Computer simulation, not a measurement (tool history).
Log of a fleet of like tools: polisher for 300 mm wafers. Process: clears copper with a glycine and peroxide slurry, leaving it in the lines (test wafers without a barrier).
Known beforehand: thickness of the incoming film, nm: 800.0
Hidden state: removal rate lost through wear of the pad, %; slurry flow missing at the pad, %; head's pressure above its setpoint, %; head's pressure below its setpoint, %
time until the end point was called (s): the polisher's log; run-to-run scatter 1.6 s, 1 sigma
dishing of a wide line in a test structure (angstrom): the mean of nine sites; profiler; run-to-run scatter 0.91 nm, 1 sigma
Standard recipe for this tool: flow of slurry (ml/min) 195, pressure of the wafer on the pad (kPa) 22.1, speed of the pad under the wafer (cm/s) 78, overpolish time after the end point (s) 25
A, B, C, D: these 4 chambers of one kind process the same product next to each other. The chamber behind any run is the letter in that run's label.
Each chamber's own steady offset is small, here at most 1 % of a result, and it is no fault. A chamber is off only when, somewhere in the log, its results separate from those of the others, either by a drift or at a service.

run	hour	flow of slurry (ml/min)	pressure of the wafer on the pad (kPa)	speed of the pad under the wafer (cm/s)	overpolish time after the end point (s)	wafers polished on this pad	hours since the slurry nozzle was cleaned	hours since the head pressure was calibrated	time until the end point was called (s)	dishing of a wide line in a test structure (angstrom)
# hour 11.0: chamber B: worn pad replaced by a new one
1D	13.4	195	22.1	78	25	147	297.5	518.7	172.66	747.43
# hour 16.1: chamber B: slurry nozzle cleaned
2C	26.0	195	22.1	78	25	271	575.1	82.1	172.49	748.31
3A	37.6	195	22.1	78	25	712	242.8	520.7	172.43	766.57
# hour 38.6: chamber A: slurry nozzle cleaned
4B	46.0	195	22.1	78	25	187	30.0	1004.3	172.69	750.64
5B	57.1	195	22.1	78	25	246	41.1	1015.4	172.18	761.25
6C	68.5	195	22.1	78	25	498	617.6	124.6	169.11	738.92
7A	75.8	195	22.1	78	25	916	37.3	558.9	173.29	749.60
8D	83.9	195	22.1	78	25	524	368.0	589.2	172.43	759.97
9A	94.1	195	22.1	78	25	1014	55.6	577.2	172.16	743.52
# hour 98.7: chamber A: worn pad replaced by a new one
10B	101.6	195	22.1	78	25	484	85.6	1059.9	172.98	749.46
11D	112.9	195	22.1	86	25	679	397.0	618.2	162.61	806.77
12C	123.0	195	22.1	86	25	789	672.1	179.1	158.93	803.95
# hour 129.0: chamber B: worn pad replaced by a new one
13D	130.3	195	22.1	86	25	772	414.4	635.6	159.66	803.53
# hour 134.3: chamber D: worn pad replaced by a new one
14C	143.1	195	22.1	86	25	897	692.2	199.2	160.31	784.28
15B	152.3	195	22.1	78	25	124	136.3	1110.6	172.88	739.74
16A	159.7	195	22.1	78	25	326	121.2	642.8	177.13	763.18
17B	170.7	195	22.1	78	25	223	154.7	1129.0	173.84	747.93
18A	177.3	195	22.1	78	25	420	138.8	660.4	175.97	763.47
19C	187.5	195	22.1	78	25	1134	736.6	243.6	172.35	741.78
20D	197.1	195	22.1	78	25	336	481.2	702.4	175.05	746.05
# hour 199.3: chamber C: worn pad replaced by a new one
21B	208.6	195	15.2	78	20	425	192.6	1166.9	229.09	479.70
22C	215.3	195	15.2	78	20	85	764.4	271.4	231.16	474.90
23D	223.6	195	15.2	78	20	477	507.7	728.9	232.28	476.52
24A	234.9	195	15.2	78	20	728	196.4	718.0	235.88	474.43
# hour 244.6: chamber B: slurry nozzle cleaned
25D	245.8	195	22.1	78	25	596	529.9	751.1	173.88	757.17
26B	255.5	260	22.1	78	25	676	11.0	1213.8	167.01	772.57

Is one chamber off against the others, does the gauge drift, or is nothing wrong? If a chamber is off, say which, and what the likeliest cause is.

Beyond each chamber's small constant offset nothing stands out, and the gauge stays steady.
